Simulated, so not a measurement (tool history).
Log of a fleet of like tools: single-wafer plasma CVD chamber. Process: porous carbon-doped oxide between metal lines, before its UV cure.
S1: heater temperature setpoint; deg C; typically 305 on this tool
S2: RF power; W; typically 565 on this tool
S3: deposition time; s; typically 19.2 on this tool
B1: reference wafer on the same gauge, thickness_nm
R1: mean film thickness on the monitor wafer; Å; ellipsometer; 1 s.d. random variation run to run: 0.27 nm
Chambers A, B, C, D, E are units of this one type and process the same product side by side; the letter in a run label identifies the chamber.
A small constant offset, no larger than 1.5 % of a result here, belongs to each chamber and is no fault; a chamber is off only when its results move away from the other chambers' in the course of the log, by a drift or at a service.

run 1E hour=15.2 | S1=305 S2=565 S3=19.2 | B1=108 | R1=1118.4
run 2A hour=23.5 | S1=305 S2=565 S3=19.2 | B1=108.01 | R1=1105.6
run 3C hour=30.6 | S1=305 S2=565 S3=19.2 | B1=108.01 | R1=1097.6
run 4D hour=44.5 | S1=305 S2=565 S3=19.2 | B1=108.03 | R1=1119.3
run 5B hour=53.6 | S1=305 S2=565 S3=19.2 | B1=108.03 | R1=1116.2
run 6C hour=68.2 | S1=305 S2=565 S3=19.2 | B1=108.02 | R1=1094.8
run 7D hour=78 | S1=305 S2=565 S3=19.2 | B1=107.99 | R1=1112.1
run 8E hour=85.1 | S1=305 S2=565 S3=19.2 | B1=107.98 | R1=1110.8
run 9A hour=96.1 | S1=305 S2=565 S3=19.2 | B1=108 | R1=1107.2
run 10B hour=109.9 | S1=305 S2=565 S3=19.2 | B1=107.97 | R1=1115.8
run 11D hour=125.6 | S1=305 S2=565 S3=19.2 | B1=107.99 | R1=1120.1
run 12C hour=141.7 | S1=305 S2=565 S3=19.2 | B1=107.99 | R1=1097.1
run 13A hour=156.5 | S1=305 S2=565 S3=19.2 | B1=108.08 | R1=1107.7
run 14B hour=170.6 | S1=305 S2=565 S3=19.2 | B1=108.01 | R1=1112.1
-- hour=174.2 chamber B: thermocouple changed; heater temperature recalibrated
run 15E hour=181 | S1=305 S2=565 S3=19.2 | B1=108.02 | R1=1115.5
run 16A hour=193.1 | S1=305 S2=565 S3=19.2 | B1=108.01 | R1=1103.9
-- hour=198.4 chamber E: thermocouple changed; heater temperature recalibrated
run 17C hour=206.5 | S1=305 S2=565 S3=15.9 | B1=107.97 | R1=912.01
run 18B hour=216.8 | S1=305 S2=565 S3=15.9 | B1=107.98 | R1=926.67
run 19E hour=228.1 | S1=305 S2=565 S3=15.9 | B1=108.03 | R1=936.2
run 20D hour=235.4 | S1=305 S2=565 S3=15.9 | B1=108.01 | R1=931.77
run 21C hour=248 | S1=305 S2=565 S3=15.9 | B1=108.01 | R1=916.5
run 22B hour=264.3 | S1=305 S2=565 S3=19.2 | B1=108.01 | R1=1111.7
run 23A hour=279.4 | S1=305 S2=565 S3=19.2 | B1=108.07 | R1=1103.3
run 24E hour=287.4 | S1=305 S2=565 S3=19.2 | B1=107.95 | R1=1130.9
run 25D hour=302.8 | S1=305 S2=565 S3=19.2 | B1=108.04 | R1=1115.2
run 26A hour=318.5 | S1=305 S2=565 S3=19.2 | B1=107.99 | R1=1104.9
run 27D hour=327.9 | S1=305 S2=565 S3=19.2 | B1=108.01 | R1=1113.2
run 28B hour=336 | S1=305 S2=565 S3=19.2 | B1=108.03 | R1=1115.4
run 29E hour=349.5 | S1=305 S2=565 S3=19.2 | B1=108.02 | R1=1127.3
run 30C hour=359.6 | S1=305 S2=565 S3=19.2 | B1=107.91 | R1=1095.8
run 31D hour=369.9 | S1=305 S2=565 S3=19.2 | B1=107.96 | R1=1114.8
run 32B hour=378.7 | S1=305 S2=565 S3=19.2 | B1=107.97 | R1=1114.4
run 33C hour=393.7 | S1=305 S2=565 S3=19.2 | B1=107.99 | R1=1097.1
run 34A hour=400.8 | S1=305 S2=565 S3=19.2 | B1=108 | R1=1104.4

Each of the 5 chambers runs these same settings next. Fill in every chamber's results:
run 35A hour=412.6 | S1=305 S2=565 S3=19.2 | R1=?
run 35B hour=412.6 | S1=305 S2=565 S3=19.2 | R1=?
run 35C hour=412.6 | S1=305 S2=565 S3=19.2 | R1=?
run 35D hour=412.6 | S1=305 S2=565 S3=19.2 | R1=?
run 35E hour=412.6 | S1=305 S2=565 S3=19.2 | R1=?

run=35A R1=1105.1
run=35B R1=1115.6
run=35C R1=1096.6
run=35D R1=1115.5
run=35E R1=1129.7
